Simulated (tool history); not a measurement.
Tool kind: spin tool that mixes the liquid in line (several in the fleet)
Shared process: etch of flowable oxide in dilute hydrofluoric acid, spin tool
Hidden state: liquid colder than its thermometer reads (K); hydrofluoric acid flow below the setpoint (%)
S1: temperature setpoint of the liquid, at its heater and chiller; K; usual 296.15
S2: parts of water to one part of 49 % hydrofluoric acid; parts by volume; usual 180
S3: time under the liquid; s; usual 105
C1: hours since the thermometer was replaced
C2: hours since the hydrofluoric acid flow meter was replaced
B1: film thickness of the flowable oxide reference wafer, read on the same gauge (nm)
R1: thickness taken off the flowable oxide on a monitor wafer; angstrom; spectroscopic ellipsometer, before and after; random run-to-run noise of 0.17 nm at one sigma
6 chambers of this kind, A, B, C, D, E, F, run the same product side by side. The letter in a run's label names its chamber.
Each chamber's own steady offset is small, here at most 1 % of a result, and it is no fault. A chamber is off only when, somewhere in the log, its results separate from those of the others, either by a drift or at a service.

run	hour	S1	S2	S3	C1	C2	B1	R1
1E	6.0	296.15	180	105	958.8	1077.6	130.00	207.88
2C	11.8	296.15	180	105	1009.8	293.3	130.01	207.16
3B	18.1	296.15	180	105	243.8	1070.7	129.99	202.57
4F	23.7	296.15	180	105	1350.7	374.6	130.00	206.02
5A	28.8	296.15	100	165	414.9	1184.6	130.03	634.46
6D	34.0	296.15	100	165	638.9	643.0	130.00	631.20
7D	38.1	296.15	100	165	643.0	647.1	129.97	632.64
8B	44.0	296.15	100	165	269.7	1096.6	130.00	621.26
# hour 49.1: chamber E: hydrofluoric acid flow meter replaced
9E	50.1	296.15	100	165	1002.9	1.0	130.01	626.92
10A	53.5	296.15	100	165	439.6	1209.3	129.98	637.15
# hour 56.4: chamber E: thermometer replaced
11C	59.4	296.15	180	105	1057.4	340.9	130.00	202.18
12F	63.6	296.15	180	105	1390.6	414.5	130.00	206.33
13B	69.3	296.15	180	105	295.0	1121.9	129.99	197.71
14A	73.2	296.15	180	105	459.3	1229.0	129.98	203.04
15F	76.5	296.15	180	105	1403.5	427.4	130.00	206.99
16D	82.0	296.15	180	105	686.9	691.0	130.01	204.97
17E	85.8	299.15	180	105	29.5	36.7	130.01	228.75
18C	91.3	299.15	180	105	1089.3	372.8	130.01	226.71
19F	94.9	299.15	180	105	1421.9	445.8	130.00	232.71
20B	98.0	299.15	180	105	323.7	1150.6	129.98	217.45
21E	103.1	299.15	180	105	46.8	54.0	130.00	226.94
22D	106.0	299.15	180	105	710.9	715.0	129.99	228.82
23A	111.1	296.15	180	105	497.2	1266.9	129.99	208.34
24C	115.0	296.15	180	105	1113.0	396.5	129.99	204.38
25B	117.9	296.15	180	150	343.6	1170.5	129.98	275.25
26A	123.2	296.15	180	150	509.3	1279.0	130.00	288.46
27F	129.5	296.15	180	150	1456.5	480.4	130.00	297.92
28D	132.4	296.15	180	150	737.3	741.4	129.98	291.50
29E	136.4	296.15	180	150	80.1	87.3	130.01	291.94
30C	141.3	296.15	180	150	1139.3	422.8	130.01	291.98
31E	146.1	296.15	180	105	89.8	97.0	129.99	206.22
32A	149.3	296.15	180	105	535.4	1305.1	129.99	205.18
33C	153.5	296.15	180	105	1151.5	435.0	130.00	201.62
34D	158.1	296.15	180	105	763.0	767.1	129.99	203.40
35F	162.0	296.15	180	105	1489.0	512.9	130.01	205.92
36B	168.4	296.15	180	105	394.1	1221.0	130.03	186.73
37D	171.4	296.15	180	105	776.3	780.4	130.00	202.15
38B	175.2	296.15	180	160	400.9	1227.8	130.00	285.69
39E	179.1	296.15	180	160	122.8	130.0	130.01	310.63
40C	185.5	296.15	180	160	1183.5	467.0	130.00	308.07
41F	190.4	296.15	180	160	1517.4	541.3	130.00	313.96
42A	194.5	296.15	180	160	580.6	1350.3	130.01	314.18

The same settings go to every chamber for the next run, one line per chamber below. Forecast the results for each:
43A	199.4	296.15	180	105				?
43B	199.4	296.15	180	105				?
43C	199.4	296.15	180	105				?
43D	199.4	296.15	180	105				?
43E	199.4	296.15	180	105				?
43F	199.4	296.15	180	105				?

run	R1
43A	207.20
43B	183.22
43C	204.50
43D	202.83
43E	210.86
43F	205.80

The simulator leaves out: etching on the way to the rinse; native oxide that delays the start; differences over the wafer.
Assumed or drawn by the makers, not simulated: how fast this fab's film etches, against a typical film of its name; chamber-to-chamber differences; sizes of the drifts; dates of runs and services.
